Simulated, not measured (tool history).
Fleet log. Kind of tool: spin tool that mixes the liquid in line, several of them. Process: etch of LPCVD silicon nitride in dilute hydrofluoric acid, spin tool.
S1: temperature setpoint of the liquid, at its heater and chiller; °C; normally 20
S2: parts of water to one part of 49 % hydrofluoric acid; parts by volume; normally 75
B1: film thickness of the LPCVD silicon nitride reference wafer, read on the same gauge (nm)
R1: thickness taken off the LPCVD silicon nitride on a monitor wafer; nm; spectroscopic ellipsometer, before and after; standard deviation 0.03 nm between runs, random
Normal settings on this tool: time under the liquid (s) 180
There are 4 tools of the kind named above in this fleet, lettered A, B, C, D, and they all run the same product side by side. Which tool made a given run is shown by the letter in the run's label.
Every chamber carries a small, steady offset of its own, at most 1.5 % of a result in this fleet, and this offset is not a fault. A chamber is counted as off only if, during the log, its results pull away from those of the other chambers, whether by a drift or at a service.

Run 1C, hour 10.8: usual settings; B1 129.98. Result: R1 0.89416 nm.
Run 2D, hour 16.6: usual settings; B1 130.02. Result: R1 0.87103 nm.
Run 3A, hour 25.2: usual settings; B1 130.01. Result: R1 0.89809 nm.
Run 4B, hour 34.0: usual settings; B1 129.98. Result: R1 0.87272 nm.
At hour 37.9: chamber C: thermometer replaced.
Run 5D, hour 40.2: usual settings; B1 130.02. Result: R1 0.89014 nm.
Run 6A, hour 50.4: usual settings; B1 129.94. Result: R1 0.90944 nm.
Run 7B, hour 56.7: usual settings but S2 90 parts by volume; B1 129.98. Result: R1 0.75616 nm.
Run 8C, hour 67.1: usual settings but S2 90 parts by volume; B1 130.01. Result: R1 0.77343 nm.
Run 9D, hour 74.6: usual settings but S2 90 parts by volume; B1 129.99. Result: R1 0.77233 nm.
Run 10A, hour 82.0: usual settings but S2 90 parts by volume; B1 129.98. Result: R1 0.70859 nm.
Run 11B, hour 93.8: usual settings; B1 130.01. Result: R1 0.86511 nm.
Run 12C, hour 101.5: usual settings; B1 129.99. Result: R1 0.94855 nm.
Run 13C, hour 108.2: usual settings; B1 130.00. Result: R1 0.87568 nm.
Run 14B, hour 117.0: usual settings; B1 130.05. Result: R1 0.87186 nm.
Run 15A, hour 125.2: usual settings; B1 130.05. Result: R1 0.88364 nm.
Run 16D, hour 137.1: usual settings; B1 130.01. Result: R1 0.92245 nm.
Run 17B, hour 144.0: usual settings; B1 130.01. Result: R1 0.88952 nm.
Run 18C, hour 152.1: usual settings; B1 130.00. Result: R1 0.90960 nm.
Run 19D, hour 161.8: usual settings; B1 129.98. Result: R1 0.86102 nm.
Run 20A, hour 173.0: usual settings but S2 60 parts by volume, time under the liquid (s) 240; B1 130.00. Result: R1 1.43980 nm.
Run 21B, hour 185.4: usual settings but S2 60 parts by volume, time under the liquid (s) 240; B1 130.00. Result: R1 1.38740 nm.
Run 22A, hour 191.6: usual settings but S2 60 parts by volume, time under the liquid (s) 240; B1 130.02. Result: R1 1.56900 nm.
Run 23C, hour 201.2: usual settings but S2 60 parts by volume, time under the liquid (s) 240; B1 129.97. Result: R1 1.49630 nm.
Run 24D, hour 213.1: usual settings; B1 130.01. Result: R1 0.88693 nm.
Run 25B, hour 221.0: usual settings; B1 130.01. Result: R1 0.89152 nm.
Run 26A, hour 229.4: usual settings; B1 130.01. Result: R1 0.87216 nm.
Run 27D, hour 235.5: usual settings; B1 129.95. Result: R1 0.88529 nm.
Run 28C, hour 241.6: usual settings; B1 129.99. Result: R1 0.88579 nm.
Run 29D, hour 253.3: usual settings; B1 129.98. Result: R1 0.90339 nm.
Run 30C, hour 265.2: usual settings; B1 129.99. Result: R1 0.88895 nm.
Run 31B, hour 275.9: usual settings; B1 130.01. Result: R1 0.90959 nm.
Run 32A, hour 288.0: usual settings; B1 130.00. Result: R1 0.83141 nm.
Run 33C, hour 300.0: usual settings; B1 129.98. Result: R1 0.86570 nm.
At hour 300.1: chamber A: hydrofluoric acid flow meter replaced.
Run 34B, hour 311.7: usual settings; B1 129.99. Result: R1 0.83629 nm.
Run 35D, hour 322.7: usual settings; B1 130.01. Result: R1 0.86928 nm.
Run 36A, hour 329.0: usual settings; B1 130.01. Result: R1 0.85544 nm.
Run 37A, hour 339.9: usual settings; B1 130.03. Result: R1 0.85554 nm.
Run 38B, hour 351.6: usual settings but S1 22 °C, S2 60 parts by volume; B1 129.99. Result: R1 1.20140 nm.
Run 39D, hour 357.9: usual settings but S1 22 °C, S2 60 parts by volume; B1 130.01. Result: R1 1.29530 nm.

Next, all 4 chambers run the settings below, one line each with question marks for the results. What does each chamber give?
Run 40A, hour 366.9: usual settings but time under the liquid (s) 120. Result: R1 ?.
Run 40B, hour 366.9: usual settings but time under the liquid (s) 120. Result: R1 ?.
Run 40C, hour 366.9: usual settings but time under the liquid (s) 120. Result: R1 ?.
Run 40D, hour 366.9: usual settings but time under the liquid (s) 120. Result: R1 ?.

run       R1
40A  0.59025
40B  0.58403
40C  0.60188
40D  0.60470
